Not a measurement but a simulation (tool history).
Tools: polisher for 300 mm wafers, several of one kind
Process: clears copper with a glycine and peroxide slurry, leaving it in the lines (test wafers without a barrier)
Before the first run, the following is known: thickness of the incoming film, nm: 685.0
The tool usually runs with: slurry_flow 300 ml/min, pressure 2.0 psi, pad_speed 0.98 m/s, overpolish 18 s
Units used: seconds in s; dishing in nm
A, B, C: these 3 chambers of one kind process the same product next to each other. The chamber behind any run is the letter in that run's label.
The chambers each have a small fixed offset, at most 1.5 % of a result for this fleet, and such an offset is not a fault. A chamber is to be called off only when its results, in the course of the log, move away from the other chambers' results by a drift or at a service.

run,hour,slurry_flow,pressure,pad_speed,overpolish,seconds,dishing
# hour 2.2: chamber A: worn pad replaced by a new one
1A,6.6,300,2.0,0.98,18,148.58,55.206
2B,13.4,300,2.0,0.98,18,152.43,54.541
3C,18.8,300,2.0,0.98,18,146.59,55.389
4C,24.7,300,2.0,0.98,18,150.13,53.983
5A,30.7,300,2.0,0.98,18,149.99,52.531
6B,37.4,300,2.0,0.98,18,151.18,53.618
7C,43.7,300,2.0,0.98,18,153.64,52.750
8B,49.1,300,2.0,0.98,18,147.65,52.305
# hour 55.6: chamber C: head pressure recalibrated
9A,56.0,300,2.0,0.98,18,146.96,53.485
10C,61.6,300,2.0,0.98,18,153.77,54.367
11B,64.8,300,2.0,0.98,18,149.39,55.396
12A,68.3,300,2.0,0.98,18,147.79,51.210
13A,73.1,300,2.0,0.98,18,148.20,53.428
# hour 74.9: chamber A: worn pad replaced by a new one
14B,79.3,300,1.7,0.98,18,170.22,49.018
# hour 82.3: chamber C: worn pad replaced by a new one
15C,86.3,300,1.7,0.98,18,171.46,48.739
16A,92.3,300,1.7,0.98,18,166.83,47.673
17C,95.9,300,2.0,0.98,18,150.19,54.851
18B,101.3,300,2.0,0.98,18,150.04,53.572
19A,107.9,300,2.0,0.98,9,148.06,29.683
20C,111.4,300,2.0,0.98,9,148.28,30.272
# hour 111.5: chamber B: worn pad replaced by a new one
21B,117.4,300,2.0,0.98,9,148.76,29.795
22A,122.8,365,1.4,0.98,18,189.52,43.418
23B,127.9,365,1.4,0.98,18,190.43,43.077
24C,132.1,365,1.4,0.98,18,189.31,43.365
# hour 136.9: chamber A: worn pad replaced by a new one
25B,137.5,300,2.0,0.98,18,149.84,54.297
26A,144.2,300,2.0,0.98,18,149.56,52.195
27C,149.5,300,2.0,0.98,18,152.31,54.301
28B,155.6,300,2.0,0.98,18,149.13,54.921
29C,160.4,300,2.0,0.98,18,150.91,54.108
30A,166.4,300,2.0,0.98,18,148.74,52.355
31C,172.1,300,2.0,0.98,18,150.31,53.626

Is one chamber off against the others, does the gauge drift, or is nothing wrong? If a chamber is off, say which, and what the likeliest cause is.

Nothing is wrong: each chamber keeps only its own small, steady offset and the gauge holds still.
